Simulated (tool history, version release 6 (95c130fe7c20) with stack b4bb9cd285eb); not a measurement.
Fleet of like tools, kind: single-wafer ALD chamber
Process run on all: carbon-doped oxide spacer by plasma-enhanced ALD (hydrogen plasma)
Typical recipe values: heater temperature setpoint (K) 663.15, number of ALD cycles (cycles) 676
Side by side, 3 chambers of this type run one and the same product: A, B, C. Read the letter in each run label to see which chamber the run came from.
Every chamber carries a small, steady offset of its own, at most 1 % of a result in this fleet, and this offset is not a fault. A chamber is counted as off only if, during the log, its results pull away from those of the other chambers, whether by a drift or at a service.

run     day  heater temperature setpoint (K)  number of ALD cycles (cycles)  hours since the last thermocouple change  read-back reference wafer on the same gauge, thickness_nm  mean film thickness on the monitor wafer (nm)
 1C   0.471                           663.15                            676                                       577                                                     38.181                                         33.726
 2A   0.888                           663.15                            676                                       248                                                     38.178                                         33.764
 3B   1.446                           663.15                            676                                     899.8                                                     38.166                                         34.073
 4C   1.979                           663.15                            676                                     613.2                                                     38.177                                         33.687
 5B   2.388                           663.15                            735                                     922.4                                                     38.176                                         37.022
 6A   2.746                           663.15                            735                                     292.6                                                     38.174                                         36.682
 7B     3.2                           663.15                            735                                     941.9                                                     38.165                                          37.07
 8C   3.579                           663.15                            676                                     651.6                                                     38.151                                         33.682
 9A   3.892                           663.15                            676                                     320.1                                                      38.16                                         33.704
      4.096  -- chamber B: thermocouple changed; heater temperature recalibrated
10A   4.304                           663.15                            676                                       330                                                     38.136                                         33.707
11B   4.617                           663.15                            676                                      12.6                                                     38.145                                         34.038
12C   4.942                           669.15                            569                                     684.3                                                     38.129                                         28.293
13B   5.217                           669.15                            569                                        27                                                     38.125                                         28.707
14A   5.725                           669.15                            569                                     364.1                                                     38.118                                         28.313
15C   6.058                           663.15                            716                                     711.1                                                     38.113                                         35.688
16B   6.521                           663.15                            716                                      58.3                                                     38.109                                         36.111
17C   6.825                           663.15                            716                                     729.5                                                     38.111                                         35.657
18A   7.233                           677.15                            614                                     400.3                                                     38.111                                         30.203
19A   7.621                           677.15                            614                                     409.6                                                     38.091                                         30.212
20B   8.146                           677.15                            614                                      97.3                                                     38.089                                         30.488
21C   8.696                           663.15                            676                                     774.4                                                     38.082                                          33.64
22A   9.138                           663.15                            676                                       446                                                      38.07                                         33.582
23B   9.654                           663.15                            676                                     133.5                                                     38.074                                         34.022
24C  10.117                           663.15                            676                                     808.5                                                     38.068                                         33.604
25C  10.467                           675.15                            768                                     816.9                                                     38.058                                         37.978
26A  10.929                           675.15                            768                                       489                                                     38.047                                          38.01
27B    11.3                           675.15                            768                                       173                                                      38.04                                         38.288
28B  11.771                           663.15                            676                                     184.3                                                     38.037                                         33.914
29A  12.292                           663.15                            676                                     521.7                                                      38.04                                         33.613
30C  12.712                           663.15                            676                                     870.8                                                     38.029                                          33.57
31C  13.142                           663.15                            676                                     881.1                                                     38.013                                         33.603
32A  13.621                           663.15                            676                                     553.6                                                     38.008                                         33.559
33B  14.083                           663.15                            592                                     239.8                                                     38.015                                          29.74
34A  14.479                           663.15                            592                                     574.2                                                     37.999                                         29.401

Which is it: a chamber that has drifted or been left off by a service, a gauge drift common to all chambers, or only each chamber's usual small offset? If a chamber is off, name it and its likeliest cause.

None of the chambers is off. What moves is the gauge, dragging all their readings along together.
Cause: gauge reads low (%) = 0.541.
